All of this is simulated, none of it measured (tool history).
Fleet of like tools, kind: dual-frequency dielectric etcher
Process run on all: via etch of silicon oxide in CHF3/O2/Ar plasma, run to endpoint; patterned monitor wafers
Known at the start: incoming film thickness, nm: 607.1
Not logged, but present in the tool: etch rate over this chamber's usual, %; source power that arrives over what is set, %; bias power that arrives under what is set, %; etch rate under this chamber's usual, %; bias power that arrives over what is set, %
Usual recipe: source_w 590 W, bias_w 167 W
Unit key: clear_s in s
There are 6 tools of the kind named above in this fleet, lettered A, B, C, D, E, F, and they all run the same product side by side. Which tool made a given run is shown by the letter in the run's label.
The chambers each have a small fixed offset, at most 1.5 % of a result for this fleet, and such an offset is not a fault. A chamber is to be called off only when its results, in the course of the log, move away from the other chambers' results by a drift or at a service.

run   hour  source_w  bias_w  hours since the last wet clean  hours since the last source power generator calibration  hours since the last bias power generator calibration  clear_s
 1A    5.6       590     167                            49.9                                                   1130.2                                                 1539.2   318.82
 2B   10.1       590     167                             215                                                   1990.3                                                 1486.9   312.31
 3D   16.6       590     167                           156.2                                                    922.8                                                 1914.8    312.2
 4F   26.4       590     167                           146.6                                                   3700.3                                                 2067.8   320.73
 5C   35.1       590     167                           358.3                                                    526.9                                                 1486.2   317.47
 6E     42       590     167                            81.7                                                   1358.9                                                 2261.5   319.44
 7F   49.1       590     167                           169.3                                                     3723                                                 2090.5   319.69
 8D   57.8       590     167                           197.4                                                      964                                                   1956   314.71
 9E   67.5       590     167                           107.2                                                   1384.4                                                   2287   313.53
10C   76.2       590     167                           399.4                                                      568                                                 1527.3   318.68
11A   81.4       590     167                           125.7                                                     1206                                                   1615   315.79
12B   90.5       590     167                           295.4                                                   2070.7                                                 1567.3   318.39
13F  100.8       590     167                             221                                                   3774.7                                                 2142.2   317.52
14E  109.9       590     167                           149.6                                                   1426.8                                                 2329.4   314.96
15D  116.8       590     167                           256.4                                                     1023                                                   2015   315.03
16C  124.3       590     167                           447.5                                                    616.1                                                 1575.4   315.79
17B    132       590     167                           336.9                                                   2112.2                                                 1608.8   319.05
     137.4  -- chamber C: wet clean of the chamber
18A  141.8       590     135                           186.1                                                   1266.4                                                 1675.4   338.08
19A  149.6       590     135                           193.9                                                   1274.2                                                 1683.2   338.13
20D  158.2       590     135                           297.8                                                   1064.4                                                 2056.4   336.15
21E  165.9       590     135                           205.6                                                   1482.8                                                 2385.4   337.57
     169.7  -- chamber D: bias power generator calibrated
     174.3  -- chamber B: wet clean of the chamber
22B  174.4       590     135                             0.1                                                   2154.6                                                 1651.2   349.63
23C  182.2       590     135                            44.9                                                      674                                                 1633.3   340.44
24F  191.4       590     167                           311.6                                                   3865.3                                                 2232.8   318.54
25D  199.8       590     167                           339.4                                                     1106                                                   30.2   311.63
26A  204.3       590     167                           248.6                                                   1328.9                                                 1737.9   317.27
27C  211.6       590     167                            74.3                                                    703.4                                                 1662.7   319.22
28F  217.4       590     167                           337.6                                                   3891.3                                                 2258.8   320.49
29E  222.1       590     167                           261.8                                                     1539                                                 2441.6   315.97
30B  231.5       590     129                            57.2                                                   2211.7                                                 1708.3    356.3
31F  239.4       590     129                           359.6                                                   3913.3                                                 2280.8   345.04
32D  245.5       590     129                           385.1                                                   1151.7                                                   75.9   339.73
33A  255.1       590     129                           299.4                                                   1379.7                                                 1788.7   343.99
34C  261.3       590     129                             124                                                    753.1                                                 1712.4   344.84
35E  266.3       590     129                             306                                                   1583.2                                                 2485.8   342.41
     266.5  -- chamber F: wet clean of the chamber
36B  271.1       590     194                            96.8                                                   2251.3                                                 1747.9   315.13
37F  281.3       590     194                            14.8                                                   3955.2                                                 2322.7   302.51
38A  289.6       590     194                           333.9                                                   1414.2                                                 1823.2   304.94
39B  294.2       590     194                           119.9                                                   2274.4                                                   1771   313.22
40D  300.8       590     194                           440.4                                                     1207                                                  131.2    298.8

Does one chamber stand apart from the rest, does the shared gauge drift, or is all well apart from small per-chamber offsets? Give the chamber and the most likely cause, where there is one.

A service on chamber B put it out of line with the rest.
Likeliest cause: etch rate under this chamber's usual, % = 3.48.

Here are 4 candidates for chamber B's next run, each the usual settings with a change, their results left as question marks. Which one brings its results back in line with what the others give on the usual settings?
Allowed miss from the other chambers' usual-settings mean, per result, to count as in line: clear_s 6.7 s
41B-1  308.1       520     151                                                                                                                                                        ?
41B-2  308.1       620     175                                                                                                                                                        ?
41B-3  308.1       660     183                                                                                                                                                        ?
41B-4  308.1       560     159                                                                                                                                                        ?

Average result of the remaining chambers running the usual settings: clear_s 316.23 s
  run  clear_s
41B-1   355.59
41B-2   316.57
41B-3   304.51
41B-4    339.8
The right change is 41B-2: it brings the chamber back within the allowed miss of the others.

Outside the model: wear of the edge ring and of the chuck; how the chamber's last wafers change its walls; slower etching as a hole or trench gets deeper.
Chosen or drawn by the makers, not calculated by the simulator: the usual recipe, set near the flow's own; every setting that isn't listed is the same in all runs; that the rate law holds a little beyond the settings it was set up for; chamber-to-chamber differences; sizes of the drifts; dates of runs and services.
